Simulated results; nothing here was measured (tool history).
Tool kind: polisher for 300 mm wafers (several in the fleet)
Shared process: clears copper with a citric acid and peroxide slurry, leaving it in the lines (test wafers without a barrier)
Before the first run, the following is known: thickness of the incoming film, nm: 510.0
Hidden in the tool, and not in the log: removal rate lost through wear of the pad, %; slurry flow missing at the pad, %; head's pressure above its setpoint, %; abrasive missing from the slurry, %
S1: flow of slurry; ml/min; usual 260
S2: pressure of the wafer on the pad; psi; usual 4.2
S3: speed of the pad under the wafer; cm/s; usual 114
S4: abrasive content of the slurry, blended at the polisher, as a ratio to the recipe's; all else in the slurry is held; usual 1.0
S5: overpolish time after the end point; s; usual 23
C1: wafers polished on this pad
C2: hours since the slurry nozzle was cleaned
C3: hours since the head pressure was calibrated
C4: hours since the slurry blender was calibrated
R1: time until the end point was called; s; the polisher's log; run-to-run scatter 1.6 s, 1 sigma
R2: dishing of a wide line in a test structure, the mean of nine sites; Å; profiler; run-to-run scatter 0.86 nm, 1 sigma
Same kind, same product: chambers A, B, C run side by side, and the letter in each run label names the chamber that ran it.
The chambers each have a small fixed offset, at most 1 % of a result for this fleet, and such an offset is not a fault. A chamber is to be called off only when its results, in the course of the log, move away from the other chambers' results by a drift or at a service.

-- hour=6.5 chamber A: worn pad replaced by a new one
run 1A hour=9.0 | S1=260 S2=4.2 S3=114 S4=1.0 S5=23 | C1=19 C2=429.3 C3=84.6 C4=488.1 | R1=162.13 R2=412.38
-- hour=13.4 chamber A: slurry blender recalibrated
-- hour=14.6 chamber C: worn pad replaced by a new one
run 2B hour=16.0 | S1=260 S2=4.2 S3=114 S4=1.0 S5=23 | C1=183 C2=420.1 C3=816.7 C4=178.8 | R1=161.69 R2=401.37
run 3C hour=21.6 | S1=260 S2=4.2 S3=114 S4=1.0 S5=23 | C1=53 C2=124.4 C3=892.2 C4=263.8 | R1=162.93 R2=403.17
-- hour=23.7 chamber C: slurry blender recalibrated
run 4A hour=29.4 | S1=260 S2=4.2 S3=114 S4=1.0 S5=23 | C1=172 C2=449.7 C3=105.0 C4=16.1 | R1=160.98 R2=392.33
run 5B hour=37.4 | S1=260 S2=4.2 S3=114 S4=1.0 S5=23 | C1=344 C2=441.5 C3=838.1 C4=200.2 | R1=160.88 R2=396.60
-- hour=45.5 chamber B: head pressure recalibrated
run 6C hour=47.8 | S1=260 S2=4.2 S3=114 S4=0.8 S5=23 | C1=250 C2=150.6 C3=918.4 C4=24.2 | R1=166.33 R2=408.10
run 7A hour=55.4 | S1=260 S2=4.2 S3=114 S4=0.8 S5=23 | C1=368 C2=475.7 C3=131.0 C4=42.1 | R1=166.44 R2=387.42
run 8C hour=61.7 | S1=260 S2=4.2 S3=114 S4=0.8 S5=23 | C1=355 C2=164.5 C3=932.3 C4=38.1 | R1=166.39 R2=396.57
run 9B hour=71.8 | S1=325 S2=4.2 S3=114 S4=1.0 S5=10 | C1=603 C2=475.9 C3=26.3 C4=234.6 | R1=158.76 R2=216.39
run 10C hour=76.5 | S1=325 S2=4.2 S3=114 S4=1.0 S5=10 | C1=466 C2=179.3 C3=947.1 C4=52.9 | R1=157.28 R2=228.28
-- hour=83.6 chamber A: slurry nozzle cleaned
run 11B hour=84.1 | S1=325 S2=4.2 S3=114 S4=1.0 S5=10 | C1=696 C2=488.2 C3=38.6 C4=246.9 | R1=158.08 R2=210.59
run 12A hour=93.0 | S1=260 S2=4.2 S3=114 S4=1.0 S5=23 | C1=651 C2=9.4 C3=168.6 C4=79.7 | R1=162.90 R2=391.43
run 13B hour=100.5 | S1=260 S2=4.2 S3=114 S4=1.0 S5=23 | C1=819 C2=504.6 C3=55.0 C4=263.3 | R1=165.12 R2=412.45
run 14C hour=106.3 | S1=260 S2=4.2 S3=114 S4=1.0 S5=23 | C1=691 C2=209.1 C3=976.9 C4=82.7 | R1=161.36 R2=421.70
-- hour=108.5 chamber C: worn pad replaced by a new one
run 15A hour=110.9 | S1=260 S2=4.2 S3=114 S4=1.0 S5=23 | C1=786 C2=27.3 C3=186.5 C4=97.6 | R1=161.63 R2=411.44
run 16A hour=120.8 | S1=260 S2=4.2 S3=114 S4=1.0 S5=23 | C1=861 C2=37.2 C3=196.4 C4=107.5 | R1=161.62 R2=424.28
-- hour=124.7 chamber B: worn pad replaced by a new one
run 17B hour=126.3 | S1=260 S2=5.4 S3=114 S4=1.0 S5=28 | C1=12 C2=530.4 C3=80.8 C4=289.1 | R1=127.04 R2=532.51
-- hour=131.3 chamber C: head pressure recalibrated
run 18C hour=135.5 | S1=260 S2=5.4 S3=114 S4=1.0 S5=28 | C1=203 C2=238.3 C3=4.2 C4=111.9 | R1=113.91 R2=556.18
-- hour=137.8 chamber C: slurry nozzle cleaned
run 19B hour=144.9 | S1=260 S2=5.4 S3=114 S4=1.0 S5=28 | C1=152 C2=549.0 C3=99.4 C4=307.7 | R1=126.46 R2=546.97
run 20A hour=152.6 | S1=260 S2=4.2 S3=114 S4=1.0 S5=23 | C1=1100 C2=69.0 C3=228.2 C4=139.3 | R1=162.06 R2=404.11
-- hour=158.0 chamber A: worn pad replaced by a new one
-- hour=158.4 chamber B: slurry blender recalibrated
run 21C hour=160.2 | S1=260 S2=4.2 S3=114 S4=1.0 S5=23 | C1=389 C2=22.4 C3=28.9 C4=136.6 | R1=144.02 R2=444.58
run 22C hour=167.4 | S1=260 S2=4.2 S3=114 S4=1.0 S5=23 | C1=443 C2=29.6 C3=36.1 C4=143.8 | R1=144.48 R2=447.94
run 23B hour=176.2 | S1=260 S2=4.2 S3=114 S4=1.0 S5=23 | C1=388 C2=580.3 C3=130.7 C4=17.9 | R1=165.30 R2=400.19
run 24A hour=184.0 | S1=260 S2=4.2 S3=114 S4=1.0 S5=23 | C1=196 C2=100.4 C3=259.6 C4=170.7 | R1=160.36 R2=404.84
run 25C hour=191.9 | S1=260 S2=4.2 S3=114 S4=1.0 S5=23 | C1=628 C2=54.1 C3=60.6 C4=168.3 | R1=144.28 R2=431.89
-- hour=193.3 chamber C: worn pad replaced by a new one
run 26B hour=199.9 | S1=260 S2=4.2 S3=114 S4=1.0 S5=23 | C1=566 C2=604.0 C3=154.4 C4=41.6 | R1=163.95 R2=395.68
run 27A hour=207.9 | S1=230 S2=4.2 S3=114 S4=1.0 S5=23 | C1=376 C2=124.3 C3=283.5 C4=194.6 | R1=164.56 R2=398.93
run 28A hour=213.7 | S1=230 S2=4.2 S3=114 S4=1.0 S5=23 | C1=420 C2=130.1 C3=289.3 C4=200.4 | R1=162.87 R2=411.18
run 29C hour=221.3 | S1=230 S2=4.2 S3=114 S4=1.0 S5=23 | C1=211 C2=83.5 C3=90.0 C4=197.7 | R1=147.41 R2=442.44
run 30B hour=231.6 | S1=260 S2=4.2 S3=114 S4=1.0 S5=23 | C1=805 C2=635.7 C3=186.1 C4=73.3 | R1=159.81 R2=398.88
run 31C hour=239.1 | S1=260 S2=4.2 S3=114 S4=1.0 S5=23 | C1=345 C2=101.3 C3=107.8 C4=215.5 | R1=146.10 R2=427.66
run 32A hour=248.6 | S1=260 S2=4.2 S3=114 S4=1.0 S5=33 | C1=683 C2=165.0 C3=324.2 C4=235.3 | R1=160.83 R2=519.29
-- hour=254.5 chamber B: worn pad replaced by a new one
run 33B hour=258.2 | S1=260 S2=4.2 S3=114 S4=1.0 S5=33 | C1=28 C2=662.3 C3=212.7 C4=99.9 | R1=164.65 R2=510.85
run 34A hour=263.1 | S1=260 S2=4.2 S3=114 S4=1.0 S5=33 | C1=792 C2=179.5 C3=338.7 C4=249.8 | R1=160.66 R2=506.89
-- hour=263.4 chamber C: worn pad replaced by a new one
-- hour=268.8 chamber C: slurry blender recalibrated
run 35C hour=268.9 | S1=260 S2=4.2 S3=114 S4=1.0 S5=23 | C1=41 C2=131.1 C3=137.6 C4=0.2 | R1=143.71 R2=445.64
run 36B hour=279.0 | S1=260 S2=4.2 S3=114 S4=1.0 S5=23 | C1=185 C2=683.1 C3=233.5 C4=120.7 | R1=162.53 R2=393.37

Read the log: is a single chamber off, either drifting away or since a service, is the gauge that measures every chamber drifting, or is nothing wrong beyond small per-chamber offsets? Name any odd chamber and what most likely caused it.

Chamber C has stood off from the others ever since a service on it.
Cause: head's pressure above its setpoint, % = 11.3.

Below are 4 candidate recipes for chamber C's next run, each the usual settings with a change, their results shown as question marks. Which of them brings C's results back in line with what the other chambers give on the usual settings?
In line here means within this much of the mean the other chambers give on the usual settings: R1 5.50 s; R2 30.00 Å
run 37C-1 hour=286.6 | S1=260 S2=4.3 S3=116 S4=1.0 S5=23 | R1=? R2=?
run 37C-2 hour=286.6 | S1=260 S2=4.0 S3=108 S4=1.0 S5=23 | R1=? R2=?
run 37C-3 hour=286.6 | S1=260 S2=4.1 S3=112 S4=1.0 S5=23 | R1=? R2=?
run 37C-4 hour=286.6 | S1=260 S2=4.5 S3=120 S4=1.0 S5=24 | R1=? R2=?

Mean of the other chambers on the usual settings: R1 162.14 s; R2 404.30 Å
run=37C-1 R1=139.06 R2=453.66
run=37C-2 R1=159.91 R2=412.50
run=37C-3 R1=150.71 R2=429.57
run=37C-4 R1=128.72 R2=489.68
37C-2 brings the chamber back in line.

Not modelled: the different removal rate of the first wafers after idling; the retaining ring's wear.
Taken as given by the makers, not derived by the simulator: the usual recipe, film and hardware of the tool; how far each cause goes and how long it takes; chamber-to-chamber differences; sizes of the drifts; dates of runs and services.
